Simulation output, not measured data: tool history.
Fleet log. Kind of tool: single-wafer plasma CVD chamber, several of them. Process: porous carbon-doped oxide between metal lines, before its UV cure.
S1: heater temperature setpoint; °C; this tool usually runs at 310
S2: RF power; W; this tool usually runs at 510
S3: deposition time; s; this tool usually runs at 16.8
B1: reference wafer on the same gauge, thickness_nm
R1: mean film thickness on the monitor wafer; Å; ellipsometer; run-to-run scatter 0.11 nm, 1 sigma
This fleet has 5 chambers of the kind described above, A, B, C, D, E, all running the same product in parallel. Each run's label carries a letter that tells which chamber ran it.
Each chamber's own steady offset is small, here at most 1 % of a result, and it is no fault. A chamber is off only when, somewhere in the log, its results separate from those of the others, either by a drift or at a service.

run,hour,S1,S2,S3,B1,R1
1E,3.7,310,510,16.8,80.898,890.36
# hour 8.2: chamber B: RF generator calibrated
2A,8.7,310,510,16.8,80.89,886.76
3D,11.6,310,510,16.8,80.883,885.68
4B,16.5,310,510,16.8,80.861,886.74
5C,20.4,310,510,16.8,80.859,882.06
6E,25.2,310,510,16.8,80.848,890.58
7A,29.8,310,510,16.8,80.828,885.72
8C,33.7,310,510,16.8,80.807,882
9D,37.2,310,510,16.8,80.814,883.66
10B,40.8,310,595,16.8,80.816,979.06
11E,46.2,310,595,16.8,80.785,986.18
12A,50.9,310,595,16.8,80.78,978.99
13B,55.1,310,595,16.8,80.782,978.37
14C,58.4,310,595,16.8,80.771,972.07
15D,63,310,510,16.8,80.761,885.77
16B,67.6,310,510,16.8,80.78,883.15
17C,73.1,310,510,16.8,80.723,877.95
18D,75.6,310,510,16.8,80.748,885.35
19E,78.9,310,510,16.8,80.702,888.91
20A,83.5,310,425,15.1,80.684,702.87
21C,87.7,310,425,15.1,80.686,696.49
22A,91.1,310,425,15.1,80.688,700.94
23B,96.3,310,425,15.1,80.666,698.91
24E,101,310,425,15.1,80.659,700.98
25D,106,310,510,16.8,80.664,883.71
26B,111.6,310,510,16.8,80.621,882.83
27A,117.3,310,510,16.8,80.646,883.15
28E,120.4,310,510,16.8,80.609,888.43
29D,124.9,310,510,16.8,80.594,882.5
30C,129.9,310,510,16.8,80.612,879.19
31A,135,310,510,16.8,80.606,883.1
32C,139.3,310,510,16.8,80.551,878.15
33E,142.5,310,510,16.8,80.57,886.87
34B,146,310,510,16.8,80.578,882.35
35D,149.7,310,510,19.6,80.57,1024.9
36D,152.8,310,510,19.6,80.52,1026.8
37E,156.4,310,510,19.6,80.532,1030.8
38C,159.1,310,510,19.6,80.531,1020.8
39A,161.9,310,510,19.6,80.539,1026.7
40B,165.5,310,510,16.8,80.525,881.45
41E,169.7,310,510,16.8,80.494,888.71
42D,175.1,302,510,19,80.494,1036.9

Which is it: a chamber that has drifted or been left off by a service, a gauge drift common to all chambers, or only each chamber's usual small offset? If a chamber is off, name it and its likeliest cause.

Gauge drift. The chambers move together only on paper, and none stands off.
Cause: gauge reads low (%) = 0.517.
